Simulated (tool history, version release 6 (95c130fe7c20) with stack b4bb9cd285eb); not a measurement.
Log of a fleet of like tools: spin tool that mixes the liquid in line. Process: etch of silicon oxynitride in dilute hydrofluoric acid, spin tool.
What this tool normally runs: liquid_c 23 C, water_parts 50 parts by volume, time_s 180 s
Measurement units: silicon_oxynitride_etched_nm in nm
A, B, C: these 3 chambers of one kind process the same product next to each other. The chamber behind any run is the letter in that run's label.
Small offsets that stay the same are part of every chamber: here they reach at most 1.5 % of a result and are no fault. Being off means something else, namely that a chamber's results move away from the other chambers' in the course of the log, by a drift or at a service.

run  hour  liquid_c  water_parts  time_s  read-back film thickness of the silicon oxynitride reference wafer, read on the same gauge (nm)  silicon_oxynitride_etched_nm
 1B   3.3        23           50     180                                                                                              110                        7.8221
 2A   5.4        23           50     180                                                                                           110.01                        7.8318
 3C   7.6        23           50     180                                                                                           110.02                        7.6296
 4B  11.1        23           50     180                                                                                           109.99                        7.8438
 5A  14.5        23           50     180                                                                                           109.96                        7.9118
 6C    17        23           50     180                                                                                              110                        7.6621
 7B  21.7        23           50     180                                                                                           110.02                        7.8214
 8C  25.5        23           50     180                                                                                           109.98                          7.63
 9A    28        23           50     180                                                                                           110.01                        7.8873
     30.3  -- chamber C: hydrofluoric acid flow meter replaced
10B  30.3        23           50     180                                                                                           109.97                        7.7987
11C  34.4        23           50     180                                                                                           110.02                        7.8065
12A    37        23           50     180                                                                                           109.98                        7.8663
13A  39.4        23           50     180                                                                                           110.05                         7.891
14C  43.6        23           50     180                                                                                           109.98                        7.7426
15B  46.4        23           50     180                                                                                           109.99                        7.8859
16A  50.6        23           50     180                                                                                              110                        7.8755
17C  53.8        23           50     180                                                                                           110.02                        7.7486
18B  56.2        23           50     180                                                                                           109.97                        7.9024
19A  59.4        23           50     180                                                                                              110                        7.8526
20C  62.6        23           50     180                                                                                           110.03                        7.7139
21B  66.5        23           50     180                                                                                           109.97                        7.7378
22B  68.7        23           50     180                                                                                           109.97                        7.8237
23C  72.3        23           50     180                                                                                              110                        7.7748
24A  76.9      21.5           75     180                                                                                           109.99                        4.7855
25A  81.6      21.5           75     180                                                                                              110                        4.7011
26B    86      21.5           75     180                                                                                           109.99                        4.7553
27C  90.5        23           75     180                                                                                           110.02                        5.0629
28A  94.4        23           75     180                                                                                           110.02                        5.1348
29B  96.7        23           75     180                                                                                           110.01                        5.1351

For the next run the whole fleet of 3 chambers uses the same settings. Give each chamber's results:
30A  100.1        23           40     180                                                                                                                              ?
30B  100.1        23           40     180                                                                                                                              ?
30C  100.1        23           40     180                                                                                                                              ?

run  silicon_oxynitride_etched_nm
30A                         9.904
30B                        9.8133
30C                        9.7781
